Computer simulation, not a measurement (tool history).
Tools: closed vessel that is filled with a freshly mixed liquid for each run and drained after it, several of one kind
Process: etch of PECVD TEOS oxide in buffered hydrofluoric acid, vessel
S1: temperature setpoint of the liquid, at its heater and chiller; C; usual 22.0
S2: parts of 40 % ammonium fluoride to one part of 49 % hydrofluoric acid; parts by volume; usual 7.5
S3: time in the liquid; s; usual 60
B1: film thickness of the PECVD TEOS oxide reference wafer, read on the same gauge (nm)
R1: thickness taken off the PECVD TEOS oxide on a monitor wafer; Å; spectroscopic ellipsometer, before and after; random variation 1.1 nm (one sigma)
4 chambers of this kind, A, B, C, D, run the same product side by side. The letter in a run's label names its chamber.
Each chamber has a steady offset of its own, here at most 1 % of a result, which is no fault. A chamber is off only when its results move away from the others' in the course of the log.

| run | hour | S1 | S2 | S3 | B1 | R1 |
|---|---|---|---|---|---|---|
| 1D | 4.5 | 22.0 | 7.5 | 60 | 99.994 | 1471.5 |
| 2A | 7.7 | 22.0 | 7.5 | 60 | 100.010 | 1440.6 |
| 3C | 11.4 | 22.0 | 7.5 | 60 | 100.010 | 1423.7 |
| 4B | 17.0 | 22.0 | 7.5 | 60 | 99.982 | 1470.5 |
| 5C | 21.5 | 22.0 | 7.5 | 60 | 100.000 | 1438.4 |
| 6A | 24.0 | 22.0 | 7.5 | 60 | 100.010 | 1472.9 |
| 7D | 27.2 | 22.0 | 7.5 | 60 | 100.010 | 1472.7 |
| 8B | 31.5 | 22.0 | 7.5 | 60 | 100.000 | 1460.8 |
| 9A | 35.6 | 25.5 | 7.5 | 40 | 100.000 | 1166.2 |
| 10D | 39.0 | 25.5 | 7.5 | 40 | 99.993 | 1184.2 |
| 11C | 43.2 | 25.5 | 7.5 | 40 | 100.010 | 1160.1 |
| 12B | 47.1 | 25.5 | 7.5 | 40 | 100.000 | 1164.4 |
|  | 48.0 | chamber D: thermometer replaced |
| 13B | 52.5 | 22.0 | 7.5 | 60 | 100.010 | 1462.1 |
| 14D | 55.8 | 22.0 | 7.5 | 60 | 100.010 | 1462.5 |
| 15A | 59.7 | 22.0 | 7.5 | 60 | 99.988 | 1425.9 |
|  | 60.3 | chamber C: hydrofluoric acid flow meter replaced |
| 16C | 63.4 | 22.0 | 7.5 | 60 | 100.000 | 1443.2 |
| 17D | 67.5 | 22.0 | 7.5 | 60 | 99.983 | 1456.3 |
| 18B | 71.2 | 22.0 | 7.5 | 60 | 99.986 | 1447.3 |
| 19C | 76.7 | 22.0 | 7.5 | 60 | 100.000 | 1448.1 |
| 20A | 80.8 | 22.0 | 7.5 | 60 | 99.989 | 1404.4 |
| 21C | 84.0 | 22.0 | 7.5 | 60 | 100.020 | 1453.8 |
| 22B | 88.1 | 22.0 | 7.5 | 60 | 100.010 | 1440.4 |
| 23D | 93.2 | 22.0 | 7.5 | 60 | 100.020 | 1441.9 |
| 24A | 98.3 | 22.0 | 7.5 | 60 | 100.010 | 1348.0 |
| 25C | 101.0 | 22.0 | 7.5 | 60 | 100.020 | 1457.2 |
| 26B | 106.2 | 22.0 | 7.5 | 60 | 100.010 | 1449.0 |
| 27A | 109.6 | 22.0 | 7.5 | 60 | 100.010 | 1345.8 |

All 4 chambers run these settings next. Forecast each chamber's results:
| 28A | 113.6 | 22.0 | 7.5 | 60 |  | ? |
| 28B | 113.6 | 22.0 | 7.5 | 60 |  | ? |
| 28C | 113.6 | 22.0 | 7.5 | 60 |  | ? |
| 28D | 113.6 | 22.0 | 7.5 | 60 |  | ? |

| run | R1 |
|---|---|
| 28A | 1323.5 |
| 28B | 1449.7 |
| 28C | 1452.8 |
| 28D | 1469.8 |

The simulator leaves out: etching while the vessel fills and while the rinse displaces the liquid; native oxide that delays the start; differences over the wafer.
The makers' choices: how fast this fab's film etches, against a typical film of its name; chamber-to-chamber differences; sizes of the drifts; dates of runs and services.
